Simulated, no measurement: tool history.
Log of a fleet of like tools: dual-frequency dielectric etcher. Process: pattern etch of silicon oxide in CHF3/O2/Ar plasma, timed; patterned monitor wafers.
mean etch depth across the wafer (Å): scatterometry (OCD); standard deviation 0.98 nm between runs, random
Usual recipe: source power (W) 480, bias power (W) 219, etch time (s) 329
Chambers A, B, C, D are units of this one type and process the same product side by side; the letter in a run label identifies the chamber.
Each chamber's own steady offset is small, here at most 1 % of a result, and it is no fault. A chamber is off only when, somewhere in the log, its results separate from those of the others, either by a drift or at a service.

| run | day | source power (W) | bias power (W) | etch time (s) | read-back reference wafer on the same gauge, depth_nm | mean etch depth across the wafer (Å) |
|---|---|---|---|---|---|---|
| 1B | 0.312 | 480 | 219 | 329 | 691.48 | 6413.6 |
| 2D | 0.738 | 480 | 219 | 329 | 691.46 | 6334.1 |
| 3C | 1.171 | 480 | 219 | 329 | 691.91 | 6418.5 |
| 4A | 1.592 | 480 | 219 | 329 | 691.59 | 6376.7 |
| 5D | 1.833 | 480 | 219 | 329 | 691.84 | 6334 |
| 6B | 2.208 | 480 | 219 | 329 | 692.03 | 6427.5 |
| 7A | 2.6 | 480 | 219 | 329 | 692.3 | 6382 |
| 8C | 3.058 | 480 | 219 | 329 | 692.58 | 6441.2 |
|  | 3.108 | chamber A: bias power generator calibrated |
| 9C | 3.283 | 480 | 219 | 329 | 692.63 | 6431.8 |
| 10A | 3.5 | 480 | 219 | 329 | 692.88 | 6391.1 |
| 11D | 3.854 | 480 | 219 | 329 | 692.82 | 6336.5 |
| 12B | 4.3 | 480 | 219 | 329 | 693.2 | 6421.4 |
| 13B | 4.546 | 480 | 219 | 329 | 693.28 | 6431.3 |
|  | 4.8 | chamber D: wet clean of the chamber |
| 14C | 4.938 | 480 | 219 | 329 | 693.63 | 6438.4 |
| 15A | 5.229 | 480 | 219 | 329 | 693.55 | 6415.1 |
| 16D | 5.562 | 480 | 219 | 329 | 693.7 | 6364.3 |
| 17B | 6.021 | 480 | 219 | 329 | 693.89 | 6450.6 |
| 18A | 6.321 | 480 | 219 | 329 | 694.12 | 6404.3 |
| 19C | 6.625 | 480 | 219 | 329 | 694.73 | 6445.8 |
| 20D | 6.879 | 480 | 219 | 329 | 694.68 | 6366.3 |
| 21D | 7.188 | 480 | 219 | 329 | 694.6 | 6369.3 |
| 22B | 7.625 | 480 | 219 | 329 | 694.91 | 6443.1 |
| 23C | 7.921 | 480 | 247 | 329 | 694.95 | 6726.7 |
| 24A | 8.188 | 480 | 247 | 329 | 695.14 | 6703 |

Is one chamber off against the others, does the gauge drift, or is nothing wrong? If a chamber is off, say which, and what the likeliest cause is.

The shared gauge is drifting. All chambers look as if they move in step, but none is off.
Most likely cause: gauge reads high (%) = 0.641.

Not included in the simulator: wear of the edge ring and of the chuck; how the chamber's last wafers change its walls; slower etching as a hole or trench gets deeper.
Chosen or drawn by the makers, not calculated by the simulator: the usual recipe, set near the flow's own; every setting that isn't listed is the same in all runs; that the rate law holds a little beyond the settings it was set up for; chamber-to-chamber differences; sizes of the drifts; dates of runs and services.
